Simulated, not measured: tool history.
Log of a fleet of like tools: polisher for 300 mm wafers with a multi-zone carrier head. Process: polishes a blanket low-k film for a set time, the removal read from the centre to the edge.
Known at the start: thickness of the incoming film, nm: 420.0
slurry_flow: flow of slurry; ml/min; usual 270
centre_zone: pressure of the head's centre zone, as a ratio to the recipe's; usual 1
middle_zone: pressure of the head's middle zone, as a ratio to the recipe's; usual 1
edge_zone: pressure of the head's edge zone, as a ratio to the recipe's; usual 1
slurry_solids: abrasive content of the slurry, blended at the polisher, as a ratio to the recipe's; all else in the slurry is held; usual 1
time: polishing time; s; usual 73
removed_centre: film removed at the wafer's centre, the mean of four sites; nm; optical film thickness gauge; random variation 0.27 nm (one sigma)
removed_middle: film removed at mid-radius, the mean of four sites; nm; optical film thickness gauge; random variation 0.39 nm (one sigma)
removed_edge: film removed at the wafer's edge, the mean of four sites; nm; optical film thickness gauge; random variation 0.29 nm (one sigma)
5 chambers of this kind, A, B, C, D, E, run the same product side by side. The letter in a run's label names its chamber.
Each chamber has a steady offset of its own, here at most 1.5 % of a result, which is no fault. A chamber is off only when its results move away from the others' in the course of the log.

{"run": "1C", "day": 0.112, "slurry_flow": 270, "centre_zone": 1, "middle_zone": 1, "edge_zone": 1, "slurry_solids": 1, "time": 73, "removed_centre": 43.606, "removed_middle": 43.767, "removed_edge": 43.801}
{"day": 0.317, "done": "chamber C: worn pad replaced by a new one"}
{"run": "2D", "day": 0.346, "slurry_flow": 270, "centre_zone": 1, "middle_zone": 1, "edge_zone": 1, "slurry_solids": 1, "time": 73, "removed_centre": 43.915, "removed_middle": 44.17, "removed_edge": 44.406}
{"run": "3B", "day": 0.562, "slurry_flow": 270, "centre_zone": 1, "middle_zone": 1, "edge_zone": 1, "slurry_solids": 1, "time": 73, "removed_centre": 43.722, "removed_middle": 43.229, "removed_edge": 43.968}
{"run": "4E", "day": 0.717, "slurry_flow": 270, "centre_zone": 1, "middle_zone": 1, "edge_zone": 1, "slurry_solids": 1, "time": 73, "removed_centre": 43.324, "removed_middle": 43.328, "removed_edge": 43.247}
{"run": "5A", "day": 0.875, "slurry_flow": 270, "centre_zone": 1, "middle_zone": 1, "edge_zone": 0.96, "slurry_solids": 1.2, "time": 73, "removed_centre": 46.941, "removed_middle": 47.74, "removed_edge": 46.562}
{"run": "6B", "day": 1.008, "slurry_flow": 270, "centre_zone": 1, "middle_zone": 1, "edge_zone": 0.96, "slurry_solids": 1.2, "time": 73, "removed_centre": 46.813, "removed_middle": 47.048, "removed_edge": 47.416}
{"day": 1.088, "done": "chamber B: worn pad replaced by a new one"}
{"run": "7E", "day": 1.129, "slurry_flow": 270, "centre_zone": 1, "middle_zone": 1, "edge_zone": 0.96, "slurry_solids": 1.2, "time": 73, "removed_centre": 47.531, "removed_middle": 47.595, "removed_edge": 45.63}
{"day": 1.25, "done": "chamber A: edge zone pressure recalibrated"}
{"day": 1.262, "done": "chamber C: slurry nozzle cleaned"}
{"run": "8A", "day": 1.288, "slurry_flow": 270, "centre_zone": 1, "middle_zone": 1, "edge_zone": 0.96, "slurry_solids": 1.2, "time": 73, "removed_centre": 46.434, "removed_middle": 48.137, "removed_edge": 46.449}
{"run": "9D", "day": 1.408, "slurry_flow": 270, "centre_zone": 1, "middle_zone": 1, "edge_zone": 0.96, "slurry_solids": 1.2, "time": 73, "removed_centre": 47.392, "removed_middle": 47.814, "removed_edge": 47.013}
{"run": "10C", "day": 1.517, "slurry_flow": 270, "centre_zone": 1, "middle_zone": 1, "edge_zone": 1, "slurry_solids": 1, "time": 73, "removed_centre": 43.074, "removed_middle": 43.885, "removed_edge": 43.839}
{"day": 1.521, "done": "chamber A: worn pad replaced by a new one"}
{"day": 1.612, "done": "chamber D: worn pad replaced by a new one"}
{"run": "11A", "day": 1.642, "slurry_flow": 270, "centre_zone": 1, "middle_zone": 0.94, "edge_zone": 1, "slurry_solids": 1, "time": 73, "removed_centre": 43.011, "removed_middle": 41.288, "removed_edge": 43.834}
{"run": "12B", "day": 1.754, "slurry_flow": 270, "centre_zone": 1, "middle_zone": 0.94, "edge_zone": 1, "slurry_solids": 1, "time": 73, "removed_centre": 43.481, "removed_middle": 41.581, "removed_edge": 44.09}
{"run": "13D", "day": 1.992, "slurry_flow": 270, "centre_zone": 1, "middle_zone": 0.94, "edge_zone": 1, "slurry_solids": 1, "time": 73, "removed_centre": 43.944, "removed_middle": 41.666, "removed_edge": 44.432}
{"day": 2.025, "done": "chamber C: worn pad replaced by a new one"}
{"run": "14E", "day": 2.2, "slurry_flow": 270, "centre_zone": 1, "middle_zone": 0.94, "edge_zone": 1, "slurry_solids": 1, "time": 73, "removed_centre": 43.129, "removed_middle": 40.976, "removed_edge": 43.44}
{"run": "15C", "day": 2.371, "slurry_flow": 270, "centre_zone": 1, "middle_zone": 0.94, "edge_zone": 1, "slurry_solids": 1, "time": 73, "removed_centre": 43.904, "removed_middle": 41.38, "removed_edge": 44.292}
{"run": "16E", "day": 2.533, "slurry_flow": 270, "centre_zone": 1, "middle_zone": 1, "edge_zone": 1, "slurry_solids": 1, "time": 73, "removed_centre": 43.595, "removed_middle": 44.723, "removed_edge": 43.822}
{"run": "17B", "day": 2.758, "slurry_flow": 270, "centre_zone": 1, "middle_zone": 1.05, "edge_zone": 1, "slurry_solids": 1, "time": 73, "removed_centre": 43.658, "removed_middle": 45.808, "removed_edge": 44.284}
{"run": "18D", "day": 2.996, "slurry_flow": 270, "centre_zone": 1, "middle_zone": 1.05, "edge_zone": 1, "slurry_solids": 1, "time": 73, "removed_centre": 43.671, "removed_middle": 45.106, "removed_edge": 43.826}
{"day": 3.021, "done": "chamber B: worn pad replaced by a new one"}
{"run": "19C", "day": 3.192, "slurry_flow": 270, "centre_zone": 1, "middle_zone": 1.05, "edge_zone": 1, "slurry_solids": 1, "time": 73, "removed_centre": 43.706, "removed_middle": 45.682, "removed_edge": 43.988}
{"run": "20A", "day": 3.383, "slurry_flow": 270, "centre_zone": 1, "middle_zone": 1.05, "edge_zone": 1, "slurry_solids": 1, "time": 73, "removed_centre": 41.903, "removed_middle": 45.512, "removed_edge": 43.933}
{"day": 3.492, "done": "chamber A: worn pad replaced by a new one"}
{"run": "21D", "day": 3.504, "slurry_flow": 270, "centre_zone": 1, "middle_zone": 1.05, "edge_zone": 1, "slurry_solids": 1, "time": 73, "removed_centre": 44.065, "removed_middle": 45.527, "removed_edge": 44.031}
{"run": "22A", "day": 3.658, "slurry_flow": 270, "centre_zone": 1, "middle_zone": 1, "edge_zone": 1, "slurry_solids": 1, "time": 73, "removed_centre": 41.658, "removed_middle": 43.422, "removed_edge": 43.062}
{"day": 3.779, "done": "chamber E: worn pad replaced by a new one"}
{"run": "23E", "day": 3.8, "slurry_flow": 270, "centre_zone": 1, "middle_zone": 1, "edge_zone": 1, "slurry_solids": 1, "time": 73, "removed_centre": 43.808, "removed_middle": 44.628, "removed_edge": 43.218}
{"day": 3.825, "done": "chamber C: worn pad replaced by a new one"}
{"run": "24B", "day": 3.979, "slurry_flow": 270, "centre_zone": 1, "middle_zone": 1, "edge_zone": 1, "slurry_solids": 1, "time": 73, "removed_centre": 43.46, "removed_middle": 43.581, "removed_edge": 43.927}
{"run": "25C", "day": 4.133, "slurry_flow": 270, "centre_zone": 1, "middle_zone": 1, "edge_zone": 1, "slurry_solids": 1, "time": 73, "removed_centre": 43.42, "removed_middle": 43.804, "removed_edge": 43.665}
{"day": 4.221, "done": "chamber E: centre zone pressure recalibrated"}
{"run": "26D", "day": 4.283, "slurry_flow": 270, "centre_zone": 1, "middle_zone": 1, "edge_zone": 1, "slurry_solids": 1, "time": 73, "removed_centre": 43.353, "removed_middle": 44.416, "removed_edge": 44.35}
{"run": "27C", "day": 4.467, "slurry_flow": 270, "centre_zone": 1, "middle_zone": 1, "edge_zone": 1, "slurry_solids": 1, "time": 73, "removed_centre": 43.853, "removed_middle": 43.445, "removed_edge": 43.989}
{"run": "28A", "day": 4.612, "slurry_flow": 270, "centre_zone": 1, "middle_zone": 1, "edge_zone": 1, "slurry_solids": 1, "time": 73, "removed_centre": 41.441, "removed_middle": 43.31, "removed_edge": 42.95}
{"run": "29B", "day": 4.767, "slurry_flow": 270, "centre_zone": 0.94, "middle_zone": 1, "edge_zone": 1, "slurry_solids": 1, "time": 73, "removed_centre": 40.825, "removed_middle": 43.331, "removed_edge": 43.878}
{"run": "30E", "day": 4.996, "slurry_flow": 270, "centre_zone": 0.94, "middle_zone": 1, "edge_zone": 1, "slurry_solids": 1, "time": 73, "removed_centre": 40.751, "removed_middle": 43.91, "removed_edge": 43.759}

Is one chamber off against the others, does the gauge drift, or is nothing wrong? If a chamber is off, say which, and what the likeliest cause is.

Chamber A drifts away from the others.
Cause: slurry flow missing at the pad, % = 30.8.

Here are 4 candidates for chamber A's next run, each the usual settings with a change, their results left as question marks. Which one brings its results back in line with what the others give on the usual settings?
In line means no further than this from the other chambers' mean on the usual settings: removed_centre 0.93 nm; removed_middle 1.4 nm; removed_edge 1 nm
{"run": "31A-1", "day": 5.167, "slurry_flow": 270, "centre_zone": 0.99, "middle_zone": 1, "edge_zone": 1.01, "slurry_solids": 1, "time": 72, "removed_centre": "?", "removed_middle": "?", "removed_edge": "?"}
{"run": "31A-2", "day": 5.167, "slurry_flow": 270, "centre_zone": 1.01, "middle_zone": 1, "edge_zone": 0.99, "slurry_solids": 1, "time": 74, "removed_centre": "?", "removed_middle": "?", "removed_edge": "?"}
{"run": "31A-3", "day": 5.167, "slurry_flow": 265, "centre_zone": 0.97, "middle_zone": 0.99, "edge_zone": 1.02, "slurry_solids": 1, "time": 71, "removed_centre": "?", "removed_middle": "?", "removed_edge": "?"}
{"run": "31A-4", "day": 5.167, "slurry_flow": 275, "centre_zone": 1.03, "middle_zone": 1.01, "edge_zone": 0.98, "slurry_solids": 1, "time": 75, "removed_centre": "?", "removed_middle": "?", "removed_edge": "?"}

The other chambers' mean on the usual settings: removed_centre 43.677 nm; removed_middle 43.85 nm; removed_edge 43.856 nm
run=31A-1 removed_centre=40.045 removed_middle=41.702 removed_edge=42.6
run=31A-2 removed_centre=42.064 removed_middle=42.856 removed_edge=43.32
run=31A-3 removed_centre=38.491 removed_middle=40.638 removed_edge=42.147
run=31A-4 removed_centre=43.691 removed_middle=43.946 removed_edge=43.754
31A-4 brings the chamber back in line.
